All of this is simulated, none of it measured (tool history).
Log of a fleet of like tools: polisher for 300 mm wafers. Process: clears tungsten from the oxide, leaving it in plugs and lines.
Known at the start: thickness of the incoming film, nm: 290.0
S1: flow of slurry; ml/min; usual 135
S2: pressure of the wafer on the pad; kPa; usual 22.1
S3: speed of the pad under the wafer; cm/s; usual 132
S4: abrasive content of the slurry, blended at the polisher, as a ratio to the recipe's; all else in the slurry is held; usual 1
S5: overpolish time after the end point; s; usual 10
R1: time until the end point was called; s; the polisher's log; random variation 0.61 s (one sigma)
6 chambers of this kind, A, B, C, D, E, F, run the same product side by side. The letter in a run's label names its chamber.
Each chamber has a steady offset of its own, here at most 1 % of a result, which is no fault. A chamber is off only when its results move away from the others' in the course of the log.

-- day=0.158 chamber F: slurry nozzle cleaned
run 1A day=0.179 | S1=135 S2=22.1 S3=132 S4=1 S5=10 | R1=57.795
-- day=0.404 chamber D: worn pad replaced by a new one
run 2D day=0.417 | S1=135 S2=22.1 S3=132 S4=1 S5=10 | R1=58.409
-- day=0.454 chamber A: slurry tank refilled with fresh slurry and peroxide
-- day=0.546 chamber A: slurry blender recalibrated
run 3F day=0.658 | S1=135 S2=22.1 S3=132 S4=1 S5=10 | R1=58.611
run 4C day=0.817 | S1=135 S2=22.1 S3=132 S4=1 S5=10 | R1=58.824
run 5E day=1.012 | S1=135 S2=22.1 S3=132 S4=1 S5=10 | R1=60.290
-- day=1.038 chamber E: slurry nozzle cleaned
-- day=1.125 chamber C: slurry nozzle cleaned
-- day=1.208 chamber B: slurry tank refilled with fresh slurry and peroxide
run 6B day=1.238 | S1=135 S2=22.1 S3=132 S4=1 S5=10 | R1=59.532
-- day=1.404 chamber A: worn pad replaced by a new one
run 7F day=1.483 | S1=135 S2=22.1 S3=132 S4=1 S5=10 | R1=59.097
run 8D day=1.688 | S1=135 S2=22.1 S3=132 S4=1 S5=10 | R1=58.692
run 9C day=1.862 | S1=135 S2=22.1 S3=132 S4=1 S5=10 | R1=60.368
-- day=2.008 chamber F: worn pad replaced by a new one
-- day=2.029 chamber B: head pressure recalibrated
-- day=2.062 chamber C: worn pad replaced by a new one
run 10E day=2.092 | S1=165 S2=22.1 S3=146 S4=1 S5=10 | R1=52.403
run 11B day=2.208 | S1=165 S2=22.1 S3=146 S4=1 S5=10 | R1=51.337
run 12A day=2.388 | S1=165 S2=22.1 S3=146 S4=1 S5=10 | R1=52.475
run 13E day=2.579 | S1=165 S2=22.1 S3=146 S4=1 S5=10 | R1=51.954
run 14C day=2.721 | S1=165 S2=22.1 S3=146 S4=1 S5=10 | R1=50.810
run 15B day=2.892 | S1=165 S2=22.1 S3=146 S4=1 S5=10 | R1=51.838
-- day=2.925 chamber B: worn pad replaced by a new one
-- day=2.954 chamber A: head pressure recalibrated
run 16F day=3.062 | S1=135 S2=22.1 S3=132 S4=1 S5=10 | R1=58.382
-- day=3.117 chamber E: worn pad replaced by a new one
run 17D day=3.204 | S1=135 S2=22.1 S3=132 S4=1 S5=10 | R1=59.478
-- day=3.292 chamber A: slurry tank refilled with fresh slurry and peroxide
run 18A day=3.438 | S1=135 S2=22.1 S3=132 S4=1 S5=10 | R1=52.524
-- day=3.596 chamber F: slurry tank refilled with fresh slurry and peroxide
run 19A day=3.662 | S1=135 S2=22.1 S3=132 S4=1 S5=10 | R1=52.404
-- day=3.675 chamber A: slurry nozzle cleaned
-- day=3.721 chamber B: slurry blender recalibrated
run 20D day=3.892 | S1=135 S2=22.1 S3=132 S4=1 S5=10 | R1=58.279
run 21B day=4.025 | S1=135 S2=22.1 S3=132 S4=1 S5=10 | R1=58.952
run 22F day=4.267 | S1=135 S2=22.1 S3=132 S4=1 S5=10 | R1=59.306
run 23E day=4.400 | S1=135 S2=22.1 S3=132 S4=1 S5=10 | R1=59.756
-- day=4.546 chamber D: worn pad replaced by a new one
run 24C day=4.562 | S1=135 S2=22.1 S3=132 S4=1 S5=10 | R1=59.938
-- day=4.675 chamber A: worn pad replaced by a new one
run 25D day=4.683 | S1=135 S2=22.1 S3=132 S4=1 S5=10 | R1=59.640
run 26A day=4.821 | S1=135 S2=22.1 S3=110 S4=1 S5=10 | R1=63.437
run 27B day=4.996 | S1=135 S2=22.1 S3=110 S4=1 S5=10 | R1=71.248
run 28C day=5.138 | S1=135 S2=22.1 S3=110 S4=1 S5=10 | R1=71.491
run 29F day=5.325 | S1=135 S2=22.1 S3=110 S4=1 S5=10 | R1=70.741
-- day=5.412 chamber F: worn pad replaced by a new one
run 30E day=5.471 | S1=135 S2=22.1 S3=110 S4=1 S5=10 | R1=69.925
run 31C day=5.654 | S1=135 S2=22.1 S3=110 S4=1 S5=10 | R1=71.160
-- day=5.683 chamber B: worn pad replaced by a new one
-- day=5.792 chamber C: worn pad replaced by a new one
run 32B day=5.829 | S1=135 S2=22.1 S3=132 S4=1 S5=10 | R1=59.029
run 33A day=5.992 | S1=135 S2=22.1 S3=132 S4=1 S5=10 | R1=52.730
-- day=6.142 chamber D: slurry tank refilled with fresh slurry and peroxide
-- day=6.154 chamber C: slurry blender recalibrated
run 34F day=6.154 | S1=135 S2=22.1 S3=132 S4=1 S5=10 | R1=59.401
run 35E day=6.292 | S1=135 S2=22.1 S3=132 S4=1 S5=10 | R1=58.197
-- day=6.367 chamber A: slurry blender recalibrated
-- day=6.412 chamber E: worn pad replaced by a new one
run 36D day=6.433 | S1=135 S2=22.1 S3=132 S4=1 S5=10 | R1=58.114
run 37F day=6.588 | S1=135 S2=22.1 S3=132 S4=1 S5=10 | R1=57.836
run 38C day=6.800 | S1=135 S2=22.1 S3=132 S4=1 S5=10 | R1=60.946
-- day=6.925 chamber A: slurry tank refilled with fresh slurry and peroxide
run 39E day=6.979 | S1=135 S2=22.1 S3=132 S4=1 S5=10 | R1=58.920
run 40B day=7.175 | S1=135 S2=22.1 S3=132 S4=1 S5=10 | R1=59.408
-- day=7.283 chamber A: worn pad replaced by a new one
run 41A day=7.300 | S1=135 S2=22.1 S3=132 S4=1 S5=10 | R1=52.605
run 42D day=7.500 | S1=135 S2=22.1 S3=132 S4=1 S5=10 | R1=59.338
run 43E day=7.725 | S1=135 S2=22.1 S3=132 S4=1 S5=10 | R1=58.939
run 44D day=7.958 | S1=135 S2=22.1 S3=132 S4=1 S5=10 | R1=58.778

Is one chamber off against the others, does the gauge drift, or is nothing wrong? If a chamber is off, say which, and what the likeliest cause is.

A service left chamber A off against the others.
Cause: head's pressure above its setpoint, % = 12.

Here are 4 candidates for chamber A's next run, each the usual settings with a change, their results left as question marks. Which one brings its results back in line with what the others give on the usual settings?
In line means no further than this from the other chambers' mean on the usual settings: R1 2.100 s
run 45A-1 day=8.138 | S1=135 S2=20.7 S3=124 S4=1 S5=10 | R1=?
run 45A-2 day=8.138 | S1=140 S2=24.8 S3=132 S4=1 S5=10 | R1=?
run 45A-3 day=8.138 | S1=135 S2=22.1 S3=128 S4=1 S5=10 | R1=?
run 45A-4 day=8.138 | S1=135 S2=22.8 S3=134 S4=1 S5=10 | R1=?

The other chambers' mean on the usual settings: R1 59.352 s
run=45A-1 R1=60.517
run=45A-2 R1=47.105
run=45A-3 R1=54.978
run=45A-4 R1=50.909
45A-1 brings the chamber back in line.
